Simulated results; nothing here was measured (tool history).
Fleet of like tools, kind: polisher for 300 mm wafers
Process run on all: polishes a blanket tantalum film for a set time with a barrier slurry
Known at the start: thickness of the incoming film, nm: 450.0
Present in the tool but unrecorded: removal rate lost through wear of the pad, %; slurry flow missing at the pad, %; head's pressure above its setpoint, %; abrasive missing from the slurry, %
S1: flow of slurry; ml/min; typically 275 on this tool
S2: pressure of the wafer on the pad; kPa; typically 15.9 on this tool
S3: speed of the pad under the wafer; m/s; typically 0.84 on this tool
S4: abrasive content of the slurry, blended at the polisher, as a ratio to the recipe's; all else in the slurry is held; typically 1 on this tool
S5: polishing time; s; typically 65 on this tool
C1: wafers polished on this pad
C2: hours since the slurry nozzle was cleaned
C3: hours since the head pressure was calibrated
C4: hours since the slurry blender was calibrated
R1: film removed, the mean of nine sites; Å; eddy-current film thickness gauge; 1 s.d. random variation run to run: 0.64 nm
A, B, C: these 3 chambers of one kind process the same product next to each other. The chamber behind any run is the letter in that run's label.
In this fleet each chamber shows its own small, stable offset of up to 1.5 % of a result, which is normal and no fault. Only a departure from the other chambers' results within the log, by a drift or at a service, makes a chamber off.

run   hour   S1    S2    S3  S4  S5    C1     C2     C3     C4      R1
 1C    5.2  275  15.9  0.84   1  65  1096  330.4  402.3  321.1  967.33
 2A   10.6  275  15.9  0.84   1  65   603    210    749    130  992.91
 3B   15.5  275  15.9  0.84   1  65   619  410.6    368    140  964.81
      21.8  -- chamber C: worn pad replaced by a new one
 4C     26  275  15.9  0.84   1  65    41  351.2  423.1  341.9  964.34
 5B   34.3  275  15.9  0.84   1  65   804  429.4  386.8  158.8  969.41
        41  -- chamber A: slurry nozzle cleaned
 6A   44.3  275  15.9  0.84   1  65   933    3.4  782.7  163.7   986.5
 7A   49.6  275  15.9  0.84   1  65   985    8.7    788    169  977.24
      51.4  -- chamber B: slurry blender recalibrated
 8B   55.9  275  15.9  0.84   1  65  1016    451  408.4    4.6   968.7
        56  -- chamber B: worn pad replaced by a new one
      61.1  -- chamber A: worn pad replaced by a new one
 9C   62.2  275  15.9  0.84   1  65   396  387.4  459.3  378.1  954.98
10B   72.6  275  15.9  0.84   1  65   163  467.7  425.1   21.3  974.47
      80.6  -- chamber C: head pressure recalibrated
11A   82.7  275  15.9  0.84   1  65   212   41.8  821.1  202.1  978.92
12C   89.6  275  15.9  0.84   1  65   665  414.8      9  405.5  968.53
13B   96.3  275  15.9  0.84   1  65   396  491.4  448.8     45  968.15
14C  101.6  275  15.9  0.84   1  65   783  426.8     21  417.5  943.35
15A  108.6  275  15.9  0.84   1  65   466   67.7    847    228  978.07
16A  119.4  275  15.9  0.84   1  65   572   78.5  857.8  238.8  964.35
     122.7  -- chamber C: slurry blender recalibrated
17C  128.8  275  13.1  0.84   1  65  1050    454   48.2    6.2   795.7
     130.2  -- chamber C: worn pad replaced by a new one
18B  139.3  275  13.1  0.84   1  65   818  534.4  491.8     88   792.7
19A  150.3  275  13.1  0.84   1  65   876  109.4  888.7  269.7  811.41
     153.9  -- chamber B: worn pad replaced by a new one
20C  156.8  275  15.9  0.84   1  65   261    482   76.2   34.2  967.68
     157.4  -- chamber A: worn pad replaced by a new one
21B  161.9  275  15.9  0.84   1  65    78    557  514.4  110.6  972.84
22A  170.6  275  15.9  0.84   1  65   129  129.7    909    290  977.86
23B  179.4  275  15.9  0.84   1  65   250  574.5  531.9  128.1  983.86
24C  187.4  275  15.9  0.84   1  65   561  512.6  106.8   64.8  969.39
     194.4  -- chamber A: slurry blender recalibrated
25B  196.6  275  15.9  0.84   1  65   419  591.7  549.1  145.3  971.77
26A  204.9  275  15.9  0.84   1  65   466    164  943.3   10.5  976.86
27C  212.3  275  15.9  0.84   1  65   806  537.5  131.7   89.7  967.42
28A  218.6  275  15.9  0.84   1  65   600  177.7    957   24.2  981.34
29C  227.8  275  15.9  0.84   1  65   958    553  147.2  105.2  964.36
     237.3  -- chamber A: head pressure recalibrated
30B  238.3  275  15.9  0.84   1  65   828  633.4  590.8    187  991.31
31A  244.7  275  15.9  0.84   1  65   857  203.8    7.4   50.3  984.44
32B  249.6  275  15.9  0.84   1  65   939  644.7  602.1  198.3  972.74

Is one chamber out of step, is the gauge drifting, or do the chambers differ by no more than their own small offsets? For an off chamber, give its letter and the likeliest cause.

Nothing is wrong: each chamber keeps only its own small, steady offset and the gauge holds still.

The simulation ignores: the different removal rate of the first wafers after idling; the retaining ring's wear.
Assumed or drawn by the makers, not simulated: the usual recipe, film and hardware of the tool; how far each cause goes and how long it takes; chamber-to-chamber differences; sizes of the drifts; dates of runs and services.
